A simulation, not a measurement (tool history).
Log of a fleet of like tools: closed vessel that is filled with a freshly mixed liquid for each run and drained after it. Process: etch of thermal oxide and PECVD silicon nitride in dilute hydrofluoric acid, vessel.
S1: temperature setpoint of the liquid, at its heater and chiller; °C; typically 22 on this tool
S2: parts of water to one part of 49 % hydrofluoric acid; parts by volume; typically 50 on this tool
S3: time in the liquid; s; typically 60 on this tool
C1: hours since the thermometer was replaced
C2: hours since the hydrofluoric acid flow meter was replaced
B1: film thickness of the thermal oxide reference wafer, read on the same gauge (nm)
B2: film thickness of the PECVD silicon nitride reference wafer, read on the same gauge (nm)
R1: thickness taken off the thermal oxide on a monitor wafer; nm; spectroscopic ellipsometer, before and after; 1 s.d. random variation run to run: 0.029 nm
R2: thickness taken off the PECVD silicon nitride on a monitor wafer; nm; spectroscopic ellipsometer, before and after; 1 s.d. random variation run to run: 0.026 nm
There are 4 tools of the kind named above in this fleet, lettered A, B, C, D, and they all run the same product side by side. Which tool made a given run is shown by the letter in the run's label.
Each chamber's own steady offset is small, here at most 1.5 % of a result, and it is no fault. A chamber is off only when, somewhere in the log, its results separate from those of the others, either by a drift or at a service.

| run | hour | S1 | S2 | S3 | C1 | C2 | B1 | B2 | R1 | R2 |
|---|---|---|---|---|---|---|---|---|---|---|
| 1D | 10.2 | 22 | 50 | 60 | 54.2 | 413.7 | 150.01 | 40.007 | 5.3662 | 2.1845 |
| 2B | 22.0 | 22 | 50 | 60 | 1609.1 | 872.4 | 149.96 | 39.983 | 5.3782 | 2.1174 |
| 3C | 35.0 | 22 | 50 | 60 | 1812.3 | 316.9 | 149.97 | 40.002 | 5.3952 | 2.1521 |
| 4A | 45.7 | 22 | 50 | 60 | 1080.4 | 1767.2 | 149.99 | 39.972 | 5.4088 | 2.1461 |
| 5A | 54.0 | 22 | 50 | 60 | 1088.7 | 1775.5 | 150.02 | 39.987 | 5.3614 | 2.2050 |
| 6C | 68.8 | 22 | 50 | 60 | 1846.1 | 350.7 | 150.01 | 39.993 | 5.3382 | 2.1606 |
| 7B | 76.1 | 19 | 30 | 60 | 1663.2 | 926.5 | 150.01 | 40.015 | 8.0328 | 2.8217 |
| 8D | 86.7 | 19 | 30 | 60 | 130.7 | 490.2 | 150.05 | 39.961 | 8.0840 | 2.8432 |
| 9C | 94.1 | 19 | 30 | 60 | 1871.4 | 376.0 | 150.03 | 40.032 | 8.0902 | 2.8498 |
| 10D | 103.3 | 19 | 30 | 60 | 147.3 | 506.8 | 150.00 | 40.010 | 8.0704 | 2.8302 |
| 11A | 117.6 | 22 | 50 | 60 | 1152.3 | 1839.1 | 150.01 | 39.996 | 5.4202 | 2.0946 |
| 12B | 127.5 | 22 | 50 | 60 | 1714.6 | 977.9 | 149.97 | 39.982 | 5.3454 | 2.1523 |
| 13A | 137.4 | 22 | 50 | 60 | 1172.1 | 1858.9 | 150.03 | 39.970 | 5.4311 | 2.1346 |
| 14B | 152.0 | 22 | 50 | 60 | 1739.1 | 1002.4 | 150.02 | 39.990 | 5.3608 | 2.1443 |
| 15D | 160.3 | 22 | 50 | 60 | 204.3 | 563.8 | 150.05 | 39.985 | 5.3047 | 2.1541 |
| 16C | 170.3 | 22 | 50 | 60 | 1947.6 | 452.2 | 150.03 | 39.981 | 5.4023 | 2.1383 |
| 17A | 182.8 | 22 | 50 | 60 | 1217.5 | 1904.3 | 150.03 | 40.044 | 5.4185 | 2.1417 |
| 18C | 192.7 | 22 | 50 | 60 | 1970.0 | 474.6 | 150.01 | 39.976 | 5.3515 | 2.1624 |
| 19B | 203.1 | 22 | 50 | 60 | 1790.2 | 1053.5 | 149.99 | 39.964 | 5.3498 | 2.1682 |
| 20D | 212.4 | 22 | 50 | 60 | 256.4 | 615.9 | 150.02 | 40.036 | 5.4035 | 2.1343 |
| 21D | 219.9 | 22 | 50 | 60 | 263.9 | 623.4 | 149.98 | 39.973 | 5.2748 | 2.1328 |
| 22C | 234.8 | 26 | 50 | 45 | 2012.1 | 516.7 | 149.99 | 40.008 | 4.7234 | 2.1525 |
| 23B | 247.7 | 26 | 50 | 45 | 1834.8 | 1098.1 | 149.99 | 40.024 | 4.7870 | 2.0960 |
| 24A | 260.7 | 26 | 50 | 45 | 1295.4 | 1982.2 | 150.02 | 40.014 | 4.7686 | 2.0982 |
| 25D | 271.9 | 26 | 50 | 45 | 315.9 | 675.4 | 150.01 | 40.011 | 4.7465 | 2.1165 |
| 26A | 287.4 | 22 | 50 | 60 | 1322.1 | 2008.9 | 150.01 | 39.976 | 5.4420 | 2.1266 |
| 27C | 296.6 | 22 | 50 | 60 | 2073.9 | 578.5 | 150.01 | 39.993 | 5.3721 | 2.1447 |
| 28B | 306.2 | 22 | 50 | 60 | 1893.3 | 1156.6 | 149.95 | 39.996 | 5.3770 | 2.1643 |
| 29C | 313.7 | 22 | 50 | 60 | 2091.0 | 595.6 | 149.99 | 39.987 | 5.3889 | 2.1508 |
| 30B | 329.5 | 22 | 50 | 60 | 1916.6 | 1179.9 | 150.02 | 39.992 | 5.4051 | 2.1934 |
|  | 333.6 | chamber C: thermometer replaced |
| 31A | 339.2 | 22 | 50 | 60 | 1373.9 | 2060.7 | 149.96 | 40.000 | 5.4313 | 2.1353 |
| 32D | 347.1 | 22 | 50 | 60 | 391.1 | 750.6 | 149.96 | 40.000 | 5.3655 | 2.0963 |
| 33A | 356.9 | 22 | 50 | 60 | 1391.6 | 2078.4 | 150.02 | 39.975 | 5.4353 | 2.1443 |
| 34C | 368.4 | 22 | 50 | 80 | 34.9 | 650.3 | 149.96 | 39.968 | 7.2417 | 2.8854 |
| 35D | 375.7 | 22 | 50 | 80 | 419.7 | 779.2 | 150.02 | 39.977 | 7.1156 | 2.8129 |

Which is it: a chamber that has drifted or been left off by a service, a gauge drift common to all chambers, or only each chamber's usual small offset? If a chamber is off, name it and its likeliest cause.

All chambers stay in line apart from their small fixed offsets, and the gauge does not drift.
